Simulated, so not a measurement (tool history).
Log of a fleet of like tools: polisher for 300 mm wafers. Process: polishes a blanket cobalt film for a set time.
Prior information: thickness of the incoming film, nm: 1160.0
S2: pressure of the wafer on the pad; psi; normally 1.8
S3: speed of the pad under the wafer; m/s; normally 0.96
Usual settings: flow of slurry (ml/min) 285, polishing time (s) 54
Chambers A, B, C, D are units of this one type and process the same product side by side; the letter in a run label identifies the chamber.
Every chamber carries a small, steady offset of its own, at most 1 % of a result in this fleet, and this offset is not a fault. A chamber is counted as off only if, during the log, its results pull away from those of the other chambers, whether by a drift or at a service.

-- hour=6.5 chamber C: worn pad replaced by a new one
run 1B hour=9.1 | flow_of_slurry_(ml/min)=285 S2=1.8 S3=0.96 polishing_time_(s)=54 | film_removed_(angstrom)=2236.3
-- hour=15.9 chamber D: worn pad replaced by a new one
run 2A hour=18.5 | flow_of_slurry_(ml/min)=285 S2=1.8 S3=0.96 polishing_time_(s)=54 | film_removed_(angstrom)=2262.2
run 3D hour=23.5 | flow_of_slurry_(ml/min)=285 S2=1.8 S3=0.96 polishing_time_(s)=54 | film_removed_(angstrom)=2295.5
-- hour=27.9 chamber B: worn pad replaced by a new one
run 4C hour=29.4 | flow_of_slurry_(ml/min)=285 S2=1.8 S3=0.96 polishing_time_(s)=54 | film_removed_(angstrom)=2255.8
run 5C hour=36.5 | flow_of_slurry_(ml/min)=285 S2=1.8 S3=0.96 polishing_time_(s)=54 | film_removed_(angstrom)=2246.3
-- hour=36.6 chamber D: head pressure recalibrated
-- hour=43.5 chamber A: worn pad replaced by a new one
run 6A hour=47.4 | flow_of_slurry_(ml/min)=285 S2=1.8 S3=0.96 polishing_time_(s)=54 | film_removed_(angstrom)=2259.4
run 7B hour=58.1 | flow_of_slurry_(ml/min)=285 S2=1.8 S3=0.96 polishing_time_(s)=54 | film_removed_(angstrom)=2261.8
run 8D hour=65.4 | flow_of_slurry_(ml/min)=285 S2=1.8 S3=0.96 polishing_time_(s)=54 | film_removed_(angstrom)=2249.9
run 9C hour=76.5 | flow_of_slurry_(ml/min)=285 S2=1.8 S3=0.96 polishing_time_(s)=54 | film_removed_(angstrom)=2267.7
-- hour=77.8 chamber B: worn pad replaced by a new one
-- hour=81.9 chamber D: worn pad replaced by a new one
run 10A hour=82.5 | flow_of_slurry_(ml/min)=285 S2=1.8 S3=0.96 polishing_time_(s)=54 | film_removed_(angstrom)=2267.5
-- hour=84.1 chamber A: head pressure recalibrated
-- hour=84.8 chamber C: worn pad replaced by a new one
-- hour=85.5 chamber B: head pressure recalibrated
run 11B hour=91.3 | flow_of_slurry_(ml/min)=285 S2=1.8 S3=0.96 polishing_time_(s)=54 | film_removed_(angstrom)=2304.2
run 12D hour=98 | flow_of_slurry_(ml/min)=285 S2=1.8 S3=0.96 polishing_time_(s)=54 | film_removed_(angstrom)=2242.7
-- hour=98.6 chamber A: worn pad replaced by a new one
run 13C hour=107.4 | flow_of_slurry_(ml/min)=285 S2=1.8 S3=0.96 polishing_time_(s)=54 | film_removed_(angstrom)=2248.6
run 14B hour=118.2 | flow_of_slurry_(ml/min)=285 S2=1.8 S3=0.96 polishing_time_(s)=54 | film_removed_(angstrom)=2246
run 15A hour=128.6 | flow_of_slurry_(ml/min)=285 S2=1.8 S3=1.18 polishing_time_(s)=67 | film_removed_(angstrom)=3504.7
-- hour=135.7 chamber B: worn pad replaced by a new one
run 16D hour=138 | flow_of_slurry_(ml/min)=285 S2=1.8 S3=1.18 polishing_time_(s)=67 | film_removed_(angstrom)=3358.9
run 17C hour=146 | flow_of_slurry_(ml/min)=285 S2=1.8 S3=1.18 polishing_time_(s)=67 | film_removed_(angstrom)=3450.1
-- hour=147.4 chamber D: worn pad replaced by a new one
run 18A hour=152.8 | flow_of_slurry_(ml/min)=285 S2=1.8 S3=1.18 polishing_time_(s)=67 | film_removed_(angstrom)=3424.7
run 19B hour=159.8 | flow_of_slurry_(ml/min)=285 S2=1.8 S3=0.96 polishing_time_(s)=54 | film_removed_(angstrom)=2238.8
-- hour=160.1 chamber A: worn pad replaced by a new one
-- hour=164 chamber C: worn pad replaced by a new one
-- hour=168.7 chamber B: slurry nozzle cleaned
run 20D hour=170 | flow_of_slurry_(ml/min)=285 S2=1.8 S3=0.96 polishing_time_(s)=54 | film_removed_(angstrom)=2246.7
run 21C hour=179.7 | flow_of_slurry_(ml/min)=285 S2=1.8 S3=0.96 polishing_time_(s)=54 | film_removed_(angstrom)=2287.1
run 22A hour=185 | flow_of_slurry_(ml/min)=285 S2=1.8 S3=0.96 polishing_time_(s)=54 | film_removed_(angstrom)=2261.5
-- hour=190.1 chamber B: worn pad replaced by a new one
run 23B hour=192.6 | flow_of_slurry_(ml/min)=285 S2=1.8 S3=0.96 polishing_time_(s)=54 | film_removed_(angstrom)=2290.8
-- hour=199.3 chamber D: worn pad replaced by a new one
run 24D hour=202.5 | flow_of_slurry_(ml/min)=240 S2=2.3 S3=0.96 polishing_time_(s)=54 | film_removed_(angstrom)=2816.9
run 25D hour=211.6 | flow_of_slurry_(ml/min)=240 S2=2.3 S3=0.96 polishing_time_(s)=54 | film_removed_(angstrom)=2788.9
run 26C hour=216.8 | flow_of_slurry_(ml/min)=240 S2=2.3 S3=0.96 polishing_time_(s)=54 | film_removed_(angstrom)=2817
run 27A hour=224 | flow_of_slurry_(ml/min)=240 S2=2.3 S3=0.96 polishing_time_(s)=54 | film_removed_(angstrom)=2828.3
-- hour=226.7 chamber A: worn pad replaced by a new one
run 28B hour=235 | flow_of_slurry_(ml/min)=285 S2=1.8 S3=0.96 polishing_time_(s)=54 | film_removed_(angstrom)=2256.4
-- hour=242.9 chamber C: slurry nozzle cleaned
-- hour=244.7 chamber C: worn pad replaced by a new one
run 29C hour=245.5 | flow_of_slurry_(ml/min)=285 S2=1.8 S3=0.96 polishing_time_(s)=54 | film_removed_(angstrom)=2278.2
run 30A hour=252.3 | flow_of_slurry_(ml/min)=285 S2=1.8 S3=0.96 polishing_time_(s)=54 | film_removed_(angstrom)=2254.6
-- hour=254.9 chamber B: worn pad replaced by a new one
-- hour=259.7 chamber D: worn pad replaced by a new one
run 31B hour=262.2 | flow_of_slurry_(ml/min)=285 S2=1.8 S3=0.96 polishing_time_(s)=54 | film_removed_(angstrom)=2257.1
run 32D hour=272.9 | flow_of_slurry_(ml/min)=285 S2=1.8 S3=0.96 polishing_time_(s)=46 | film_removed_(angstrom)=1882.3
run 33C hour=278.5 | flow_of_slurry_(ml/min)=285 S2=1.8 S3=0.96 polishing_time_(s)=46 | film_removed_(angstrom)=1919.7
run 34D hour=289.5 | flow_of_slurry_(ml/min)=285 S2=1.8 S3=0.96 polishing_time_(s)=46 | film_removed_(angstrom)=1925

Predict what each chamber gives when all 4 of them run the settings below next.
run 35A hour=297.6 | flow_of_slurry_(ml/min)=285 S2=1.8 S3=1.18 polishing_time_(s)=54 | film_removed_(angstrom)=?
run 35B hour=297.6 | flow_of_slurry_(ml/min)=285 S2=1.8 S3=1.18 polishing_time_(s)=54 | film_removed_(angstrom)=?
run 35C hour=297.6 | flow_of_slurry_(ml/min)=285 S2=1.8 S3=1.18 polishing_time_(s)=54 | film_removed_(angstrom)=?
run 35D hour=297.6 | flow_of_slurry_(ml/min)=285 S2=1.8 S3=1.18 polishing_time_(s)=54 | film_removed_(angstrom)=?

run=35A film_removed_(angstrom)=2736.3
run=35B film_removed_(angstrom)=2750
run=35C film_removed_(angstrom)=2827.9
run=35D film_removed_(angstrom)=2738.7

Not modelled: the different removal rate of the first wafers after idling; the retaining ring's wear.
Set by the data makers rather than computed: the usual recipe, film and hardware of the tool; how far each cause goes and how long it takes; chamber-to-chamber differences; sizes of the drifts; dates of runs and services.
